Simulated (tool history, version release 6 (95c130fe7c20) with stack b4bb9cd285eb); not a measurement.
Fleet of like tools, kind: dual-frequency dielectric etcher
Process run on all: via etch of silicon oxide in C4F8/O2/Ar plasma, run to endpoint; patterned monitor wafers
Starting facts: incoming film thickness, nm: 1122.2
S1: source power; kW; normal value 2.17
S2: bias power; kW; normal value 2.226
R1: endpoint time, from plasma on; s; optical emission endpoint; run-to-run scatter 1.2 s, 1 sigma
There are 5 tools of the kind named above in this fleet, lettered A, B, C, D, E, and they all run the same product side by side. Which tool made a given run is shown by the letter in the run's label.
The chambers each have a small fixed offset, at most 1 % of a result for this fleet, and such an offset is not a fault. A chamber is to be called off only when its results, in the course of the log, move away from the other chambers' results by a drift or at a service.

run	hour	S1	S2	R1
1D	5.9	2.17	2.226	208.54
2A	12.2	2.17	2.226	209.55
3B	19.6	2.17	2.226	209.35
4C	23.8	2.17	2.226	207.04
5E	31.7	2.17	2.226	207.33
6D	38.8	2.17	2.226	209.43
7A	44.9	2.17	2.226	209.88
8E	52.8	1.91	2.226	217.57
9B	56.9	1.91	2.226	219.56
10C	64.3	1.91	2.226	221.56
11C	70.9	1.91	2.226	218.86
12B	78	1.91	2.226	219.65
13D	84.8	2.41	2.226	201.15
14E	91.7	2.41	2.226	197.9
15A	95.9	2.41	2.226	201.14
16B	103.9	2.41	2.226	202.49
17D	107.8	2.41	2.226	203.27
18C	113.8	2.17	2.226	207.77
19A	118.4	1.66	2.226	230.66
20E	123.6	1.66	2.226	228.33
21D	131.2	1.66	2.226	238.93
22C	135.7	1.66	2.226	232.14
23B	140.3	1.66	2.226	230.56
24A	146.3	2.17	2.226	209.32
25E	150.4	2.17	2.226	206.25
26A	156.2	2.17	2.023	215.1
27C	160.1	2.17	2.023	212.03
28E	167.4	2.17	2.023	213.12
# hour 168.3: chamber B: wet clean of the chamber
29D	171.5	2.17	2.023	221.26
30B	175.9	2.17	2.023	213.75
31D	183	2.17	2.226	216.81

All chambers now run identical settings, listed one chamber a line with results as question marks. What results will each chamber show?
32A	188.8	2.4	2.226	?
32B	188.8	2.4	2.226	?
32C	188.8	2.4	2.226	?
32D	188.8	2.4	2.226	?
32E	188.8	2.4	2.226	?

run	R1
32A	200.82
32B	199.81
32C	199.75
32D	207.61
32E	196.26
